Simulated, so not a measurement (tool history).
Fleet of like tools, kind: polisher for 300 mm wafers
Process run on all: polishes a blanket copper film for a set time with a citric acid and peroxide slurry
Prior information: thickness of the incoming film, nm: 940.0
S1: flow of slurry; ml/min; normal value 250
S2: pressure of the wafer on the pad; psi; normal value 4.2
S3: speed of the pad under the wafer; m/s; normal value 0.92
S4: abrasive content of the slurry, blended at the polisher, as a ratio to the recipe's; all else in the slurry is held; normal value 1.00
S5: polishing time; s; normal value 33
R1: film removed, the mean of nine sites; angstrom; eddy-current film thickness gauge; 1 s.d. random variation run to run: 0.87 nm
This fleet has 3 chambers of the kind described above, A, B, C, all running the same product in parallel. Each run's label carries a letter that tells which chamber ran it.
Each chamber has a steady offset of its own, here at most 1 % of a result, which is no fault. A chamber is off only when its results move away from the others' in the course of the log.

run     day   S1   S2    S3    S4  S5      R1
      0.133  -- chamber B: worn pad replaced by a new one
      0.529  -- chamber C: slurry blender recalibrated
      0.588  -- chamber A: worn pad replaced by a new one
 1A   0.638  250  4.2  0.92  1.00  33  891.46
      0.842  -- chamber B: head pressure recalibrated
 2C   1.225  250  4.2  0.92  1.00  33  889.84
 3B   1.729  250  4.2  0.92  1.00  33  884.56
 4C   2.275  250  4.2  0.92  1.00  33  890.58
      2.725  -- chamber B: slurry blender recalibrated
      2.729  -- chamber A: slurry blender recalibrated
 5B   2.812  250  4.2  0.92  1.00  33  895.44
 6A   3.221  250  4.2  0.92  1.00  33  897.01
 7A   3.512  250  4.2  0.92  1.00  33  882.46
 8B   3.971  250  4.2  0.92  1.00  33  915.83
      4.504  -- chamber A: worn pad replaced by a new one
 9C   4.583  250  4.2  0.92  1.00  33  895.27
      4.592  -- chamber A: head pressure recalibrated
10C   5.171  250  4.2  0.92  1.00  29  788.45
11B   5.483  250  4.2  0.92  1.00  29  793.72
      5.529  -- chamber B: worn pad replaced by a new one
12A   5.825  250  4.2  0.92  1.00  29  782.95
      5.842  -- chamber C: worn pad replaced by a new one
13B   6.117  250  4.2  0.92  1.00  33  902.62
14C   6.454  250  4.2  0.92  1.00  33  888.84
15A   6.938  250  4.2  0.92  1.00  33  884.04
      7.267  -- chamber B: slurry nozzle cleaned
16C   7.350  250  4.2  0.92  1.00  33  883.83
17A   7.633  250  4.2  0.92  1.00  33  888.74
      8.054  -- chamber A: worn pad replaced by a new one
18B   8.175  250  4.2  0.92  1.00  33  883.90
19A   8.625  250  4.2  0.92  1.00  33  900.20
      8.708  -- chamber C: slurry blender recalibrated
20B   9.025  250  4.2  0.92  1.00  33  890.94
21C   9.329  250  4.2  0.92  1.00  29  785.36
22B   9.683  250  4.2  0.92  1.00  29  782.58
23C   9.983  250  4.2  0.92  1.00  29  798.30
24A  10.617  250  4.2  0.92  1.00  33  893.89
25B  10.938  250  4.2  0.92  1.00  33  902.48
26A  11.362  250  4.2  0.92  1.00  33  886.68
     11.367  -- chamber B: worn pad replaced by a new one
     11.512  -- chamber A: worn pad replaced by a new one
27C  11.683  250  4.2  0.80  0.75  33  726.67
28B  12.104  250  4.2  0.80  0.75  33  737.26
29A  12.704  250  4.2  0.80  0.75  33  729.60
30C  13.192  250  4.2  0.92  1.00  33  885.57
31B  13.712  250  4.2  0.92  1.00  33  900.63
     13.842  -- chamber C: worn pad replaced by a new one
32C  14.192  250  4.2  0.92  1.00  33  879.88
33A  14.808  250  4.2  1.06  1.00  27  825.28
     15.188  -- chamber A: worn pad replaced by a new one
34B  15.379  250  4.2  1.06  1.00  27  839.87
35A  15.721  250  4.2  1.06  1.00  27  848.35
36C  16.112  250  4.2  0.92  1.00  33  890.88
     16.396  -- chamber B: worn pad replaced by a new one
37A  16.725  250  4.2  0.92  1.00  33  880.51
     16.958  -- chamber C: slurry nozzle cleaned
38C  17.071  250  4.2  0.92  1.00  33  887.49
     17.225  -- chamber C: slurry blender recalibrated
39B  17.479  250  4.2  0.92  1.00  33  887.01
40B  17.996  250  4.2  0.92  1.00  33  900.32
41C  18.362  250  4.2  0.92  1.00  33  896.33
42A  18.883  250  4.2  0.92  1.00  33  892.80

Decide between three cases: one chamber stands off from its peers, the gauge reading all wafers drifts, or nothing is wrong past each chamber's small offset. Where a chamber is off, say which and what most likely put it there.

No chamber stands off beyond its own small offset, and the gauge holds steady.

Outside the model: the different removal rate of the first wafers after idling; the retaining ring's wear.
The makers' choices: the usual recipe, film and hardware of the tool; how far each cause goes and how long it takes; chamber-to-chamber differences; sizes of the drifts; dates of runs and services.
